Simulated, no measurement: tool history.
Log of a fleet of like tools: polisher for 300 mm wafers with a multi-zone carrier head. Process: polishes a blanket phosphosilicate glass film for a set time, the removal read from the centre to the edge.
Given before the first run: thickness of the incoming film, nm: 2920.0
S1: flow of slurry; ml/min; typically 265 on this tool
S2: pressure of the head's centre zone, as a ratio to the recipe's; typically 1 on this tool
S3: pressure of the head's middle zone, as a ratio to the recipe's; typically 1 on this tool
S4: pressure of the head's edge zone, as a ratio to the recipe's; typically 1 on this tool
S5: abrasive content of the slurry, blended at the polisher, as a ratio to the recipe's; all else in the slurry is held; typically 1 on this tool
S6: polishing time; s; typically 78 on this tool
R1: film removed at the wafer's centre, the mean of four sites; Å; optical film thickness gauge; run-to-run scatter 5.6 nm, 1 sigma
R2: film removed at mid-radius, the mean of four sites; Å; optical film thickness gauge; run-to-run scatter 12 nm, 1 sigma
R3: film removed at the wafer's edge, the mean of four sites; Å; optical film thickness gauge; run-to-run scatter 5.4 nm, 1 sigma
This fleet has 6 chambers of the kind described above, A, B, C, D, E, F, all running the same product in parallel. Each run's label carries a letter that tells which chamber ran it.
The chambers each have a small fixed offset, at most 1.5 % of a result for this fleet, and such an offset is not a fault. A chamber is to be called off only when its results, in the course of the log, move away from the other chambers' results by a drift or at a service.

Run 1D, hour 5.6: usual settings. Result: R1 8329.5 Å, R2 8337.2 Å, R3 8316.9 Å.
At hour 6.8: chamber E: worn pad replaced by a new one.
At hour 12.6: chamber A: slurry nozzle cleaned.
Run 2C, hour 13.7: usual settings. Result: R1 8488.8 Å, R2 8411.3 Å, R3 8429.7 Å.
Run 3F, hour 21.6: usual settings. Result: R1 8184.6 Å, R2 8522.4 Å, R3 8262.2 Å.
Run 4B, hour 27.2: usual settings. Result: R1 8228.4 Å, R2 8248.3 Å, R3 8318.6 Å.
Run 5E, hour 37.5: usual settings. Result: R1 8200.8 Å, R2 8438 Å, R3 8438.9 Å.
At hour 42.1: chamber B: edge zone pressure recalibrated.
Run 6A, hour 46.3: usual settings but S4 0.89, S6 63 s. Result: R1 6722.9 Å, R2 6810.5 Å, R3 6404.5 Å.
At hour 50.5: chamber A: centre zone pressure recalibrated.
At hour 51.3: chamber D: worn pad replaced by a new one.
At hour 51.9: chamber B: worn pad replaced by a new one.
Run 7B, hour 52.4: usual settings but S4 0.89, S6 63 s. Result: R1 6764.3 Å, R2 6784.3 Å, R3 6258.7 Å.
At hour 54.3: chamber A: worn pad replaced by a new one.
At hour 55.9: chamber C: worn pad replaced by a new one.
At hour 59.2: chamber F: worn pad replaced by a new one.
Run 8E, hour 59.6: usual settings but S4 0.89, S6 63 s. Result: R1 6665.7 Å, R2 6777 Å, R3 6404.5 Å.
At hour 63.3: chamber C: edge zone pressure recalibrated.
Run 9F, hour 67.8: usual settings but S4 0.89, S6 63 s. Result: R1 6657.6 Å, R2 6809.8 Å, R3 6231.6 Å.
Run 10D, hour 76.5: usual settings but S4 0.89, S6 63 s. Result: R1 6735.6 Å, R2 6746.5 Å, R3 6283.6 Å.
Run 11A, hour 83.6: usual settings but S4 0.89, S6 63 s. Result: R1 6728 Å, R2 6622.6 Å, R3 6394.6 Å.
Run 12C, hour 91.7: usual settings but S1 330 ml/min, S6 86 s. Result: R1 9553 Å, R2 9435.2 Å, R3 9376.3 Å.
Run 13B, hour 98.1: usual settings but S1 330 ml/min, S6 86 s. Result: R1 9466.7 Å, R2 9596.3 Å, R3 9316.7 Å.
At hour 103: chamber C: slurry nozzle cleaned.
Run 14D, hour 103: usual settings but S1 330 ml/min, S6 86 s. Result: R1 9533.3 Å, R2 9295.9 Å, R3 9323.8 Å.
At hour 111.2: chamber A: worn pad replaced by a new one.
Run 15E, hour 112: usual settings but S1 330 ml/min, S6 86 s. Result: R1 9398.4 Å, R2 9344.3 Å, R3 9363.3 Å.
At hour 112.6: chamber B: slurry nozzle cleaned.
Run 16F, hour 117.5: usual settings but S1 330 ml/min, S6 86 s. Result: R1 9243.6 Å, R2 9544.3 Å, R3 9326.2 Å.
At hour 118.1: chamber E: worn pad replaced by a new one.
At hour 127.3: chamber F: worn pad replaced by a new one.
At hour 127.5: chamber D: worn pad replaced by a new one.
Run 17C, hour 128.1: usual settings but S1 330 ml/min, S6 86 s. Result: R1 9564.8 Å, R2 9480.8 Å, R3 9485.9 Å.
At hour 129.4: chamber A: edge zone pressure recalibrated.
Run 18A, hour 134.8: usual settings. Result: R1 8316.6 Å, R2 8146.6 Å, R3 8393 Å.
Run 19B, hour 140.1: usual settings but S3 0.94, S6 104 s. Result: R1 11070 Å, R2 10647 Å, R3 11053 Å.
Run 20D, hour 146.9: usual settings but S3 0.94, S6 104 s. Result: R1 11057 Å, R2 10326 Å, R3 11051 Å.
Run 21C, hour 155.7: usual settings but S3 0.94, S6 104 s. Result: R1 10989 Å, R2 10519 Å, R3 11191 Å.
At hour 160: chamber C: worn pad replaced by a new one.
Run 22E, hour 162.5: usual settings but S3 0.94, S6 104 s. Result: R1 11113 Å, R2 10404 Å, R3 11241 Å.
At hour 163.2: chamber B: worn pad replaced by a new one.
At hour 164.6: chamber A: worn pad replaced by a new one.
Run 23A, hour 172.3: usual settings but S3 0.94, S6 104 s. Result: R1 11128 Å, R2 10428 Å, R3 11322 Å.
Run 24F, hour 182: usual settings but S3 0.94, S6 104 s. Result: R1 10827 Å, R2 10323 Å, R3 11070 Å.
Run 25C, hour 188.9: usual settings. Result: R1 8283.3 Å, R2 8262 Å, R3 8359.6 Å.
At hour 190.6: chamber F: worn pad replaced by a new one.
At hour 190.9: chamber E: slurry nozzle cleaned.
Run 26E, hour 195.1: usual settings. Result: R1 8339.8 Å, R2 8561.2 Å, R3 8450.7 Å.
At hour 201.5: chamber B: centre zone pressure recalibrated.
Run 27B, hour 204.3: usual settings. Result: R1 8326.9 Å, R2 8501 Å, R3 8351.7 Å.
At hour 208.9: chamber F: centre zone pressure recalibrated.
Run 28A, hour 213.1: usual settings but S4 1.05. Result: R1 8296.4 Å, R2 8156.1 Å, R3 8565.5 Å.
At hour 214.1: chamber D: worn pad replaced by a new one.
At hour 219.1: chamber A: worn pad replaced by a new one.
Run 29D, hour 219.5: usual settings but S4 1.05. Result: R1 8118.5 Å, R2 8423.4 Å, R3 8606.3 Å.
Run 30F, hour 230.1: usual settings but S4 1.05. Result: R1 8250.3 Å, R2 8343.8 Å, R3 8553.2 Å.
Run 31B, hour 235.1: usual settings but S4 1.05. Result: R1 8334.9 Å, R2 8499.8 Å, R3 8496 Å.
At hour 236.2: chamber E: worn pad replaced by a new one.
Run 32C, hour 243.6: usual settings but S4 1.05. Result: R1 8309.6 Å, R2 8233.9 Å, R3 8544.9 Å.
At hour 248.8: chamber D: slurry nozzle cleaned.
Run 33E, hour 253.5: usual settings but S4 1.05. Result: R1 8269.7 Å, R2 8268.8 Å, R3 8594.5 Å.
Run 34F, hour 261.5: usual settings. Result: R1 8187.2 Å, R2 8156.2 Å, R3 8329.5 Å.
Run 35A, hour 268.1: usual settings. Result: R1 8396.8 Å, R2 8326.6 Å, R3 8357.5 Å.
At hour 272.3: chamber A: worn pad replaced by a new one.
Run 36D, hour 274.6: usual settings. Result: R1 7820.8 Å, R2 8124.3 Å, R3 8285.2 Å.
Run 37D, hour 279.9: usual settings but S5 1.25, S6 98 s. Result: R1 10753 Å, R2 11566 Å, R3 11488 Å.
At hour 280.3: chamber C: worn pad replaced by a new one.
Run 38E, hour 289.2: usual settings but S5 1.25, S6 98 s. Result: R1 11477 Å, R2 11518 Å, R3 11557 Å.
Run 39A, hour 298: usual settings but S5 1.25, S6 98 s. Result: R1 11462 Å, R2 11351 Å, R3 11594 Å.
Run 40C, hour 304.8: usual settings but S5 1.25, S6 98 s. Result: R1 11419 Å, R2 11483 Å, R3 11624 Å.

The same settings go to every chamber for the next run, one line per chamber below. Forecast the results for each:
Run 41A, hour 312.5: usual settings. Result: R1 ?, R2 ?, R3 ?.
Run 41B, hour 312.5: usual settings. Result: R1 ?, R2 ?, R3 ?.
Run 41C, hour 312.5: usual settings. Result: R1 ?, R2 ?, R3 ?.
Run 41D, hour 312.5: usual settings. Result: R1 ?, R2 ?, R3 ?.
Run 41E, hour 312.5: usual settings. Result: R1 ?, R2 ?, R3 ?.
Run 41F, hour 312.5: usual settings. Result: R1 ?, R2 ?, R3 ?.

run      R1      R2      R3
41A  8409.8  8196.2  8491.5
41B  8308.9    8518  8336.5
41C  8329.9  8226.7  8393.7
41D  7611.9  8307.3  8210.4
41E  8319.1  8380.6    8340
41F  8154.6  8410.1  8322.7
